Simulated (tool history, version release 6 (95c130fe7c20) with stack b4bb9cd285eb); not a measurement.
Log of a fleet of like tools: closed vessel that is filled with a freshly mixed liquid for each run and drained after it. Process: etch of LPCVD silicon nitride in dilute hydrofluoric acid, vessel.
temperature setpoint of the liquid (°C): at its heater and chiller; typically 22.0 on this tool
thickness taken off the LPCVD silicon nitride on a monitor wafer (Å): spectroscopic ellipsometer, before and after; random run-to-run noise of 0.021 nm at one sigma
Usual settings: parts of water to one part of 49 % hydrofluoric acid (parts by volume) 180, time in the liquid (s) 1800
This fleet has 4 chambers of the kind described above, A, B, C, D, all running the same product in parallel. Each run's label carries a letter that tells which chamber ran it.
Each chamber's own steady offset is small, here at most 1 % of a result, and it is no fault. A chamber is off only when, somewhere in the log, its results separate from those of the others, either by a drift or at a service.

run,hour,temperature setpoint of the liquid (°C),parts of water to one part of 49 % hydrofluoric acid (parts by volume),time in the liquid (s),hours since the thermometer was replaced,hours since the hydrofluoric acid flow meter was replaced,"read-back film thickness of the LPCVD silicon nitride reference wafer, read on the same gauge (nm)",thickness taken off the LPCVD silicon nitride on a monitor wafer (Å)
1B,10.0,22.0,180,1800,1727.3,973.7,30.031,40.341
2D,21.2,22.0,180,1800,54.0,718.2,30.014,39.457
3A,32.0,22.0,180,1800,1005.1,1318.0,30.005,39.965
4C,42.0,22.0,180,1800,2515.6,533.4,29.998,40.652
5B,50.7,22.0,140,925,1768.0,1014.4,30.001,26.464
6C,58.4,22.0,140,925,2532.0,549.8,29.973,26.728
7D,64.4,22.0,140,925,97.2,761.4,29.985,26.328
8A,75.0,22.0,140,925,1048.1,1361.0,30.010,26.268
9C,80.1,22.0,180,1800,2553.7,571.5,29.963,41.286
10A,89.9,22.0,180,1800,1063.0,1375.9,29.995,39.795
11D,98.4,22.0,180,1800,131.2,795.4,29.980,39.495
12B,108.7,22.0,180,1800,1826.0,1072.4,30.002,39.633
13B,118.4,22.0,180,1800,1835.7,1082.1,29.992,39.584
14A,126.5,22.0,180,1800,1099.6,1412.5,30.009,40.337
15C,134.4,22.0,210,905,2608.0,625.8,29.986,17.592
16D,141.8,22.0,210,905,174.6,838.8,29.978,17.260
17C,147.5,22.0,210,905,2621.1,638.9,30.010,17.433
18A,154.3,22.0,210,905,1127.4,1440.3,30.006,17.522
19B,163.8,22.0,180,1800,1881.1,1127.5,30.022,39.281
20D,169.2,22.0,180,1800,202.0,866.2,30.008,39.954
21C,179.6,22.0,180,1800,2653.2,671.0,29.975,40.630
22B,187.5,22.0,180,1800,1904.8,1151.2,30.032,39.447
23A,196.5,22.0,180,1800,1169.6,1482.5,29.952,40.169
24D,204.8,25.5,180,800,237.6,901.8,29.956,22.282
25A,214.2,25.5,180,800,1187.3,1500.2,29.989,22.156
26D,224.2,25.5,180,800,257.0,921.2,30.027,22.224
27B,230.3,25.5,180,800,1947.6,1194.0,30.008,21.626
28C,239.4,22.0,180,1800,2713.0,730.8,29.967,40.786
29A,247.8,26.5,210,1800,1220.9,1533.8,30.004,45.692
30B,256.9,26.5,210,1800,1974.2,1220.6,30.021,44.031
31D,264.9,26.5,210,1800,297.7,961.9,30.035,45.379
# hour 265.4: chamber A: thermometer replaced
32C,272.2,26.5,210,1800,2745.8,763.6,29.999,46.850
33C,281.6,22.0,180,1800,2755.2,773.0,30.020,40.481
34D,290.5,22.0,180,1800,323.3,987.5,29.953,40.123
35A,300.3,22.0,180,1800,35.0,1586.3,29.968,40.261
36B,309.1,22.0,180,1800,2026.4,1272.8,29.981,38.248
37B,318.9,22.0,210,1800,2036.2,1282.6,30.040,32.814
38D,327.4,22.0,210,1800,360.2,1024.4,29.957,34.199
39A,336.5,22.0,210,1800,71.2,1622.5,29.974,34.467

Is one chamber out of step, is the gauge drifting, or do the chambers differ by no more than their own small offsets? For an off chamber, give its letter and the likeliest cause.

Chamber B drifts away from the others.
What lies behind it: hydrofluoric acid flow below the setpoint (%) = 5.78.
It could be hard to tell apart here from: liquid colder than its thermometer reads (K).

Here are 4 candidates for chamber B's next run, each the usual settings with a change, their results left as question marks. Which one brings its results back in line with what the others give on the usual settings?
Allowed miss from the other chambers' usual-settings mean, per result, to count as in line: thickness taken off the LPCVD silicon nitride on a monitor wafer (Å) 0.750
40B-1,344.8,22.0,180,1695,,,,?
40B-2,344.8,22.0,180,1765,,,,?
40B-3,344.8,22.5,175,1800,,,,?
40B-4,344.8,22.0,175,1800,,,,?

Average result of the remaining chambers running the usual settings: thickness taken off the LPCVD silicon nitride on a monitor wafer (Å) 40.276
run,thickness taken off the LPCVD silicon nitride on a monitor wafer (Å)
40B-1,35.851
40B-2,37.331
40B-3,40.424
40B-4,39.139
It is 40B-3 that realigns the chamber with its peers.
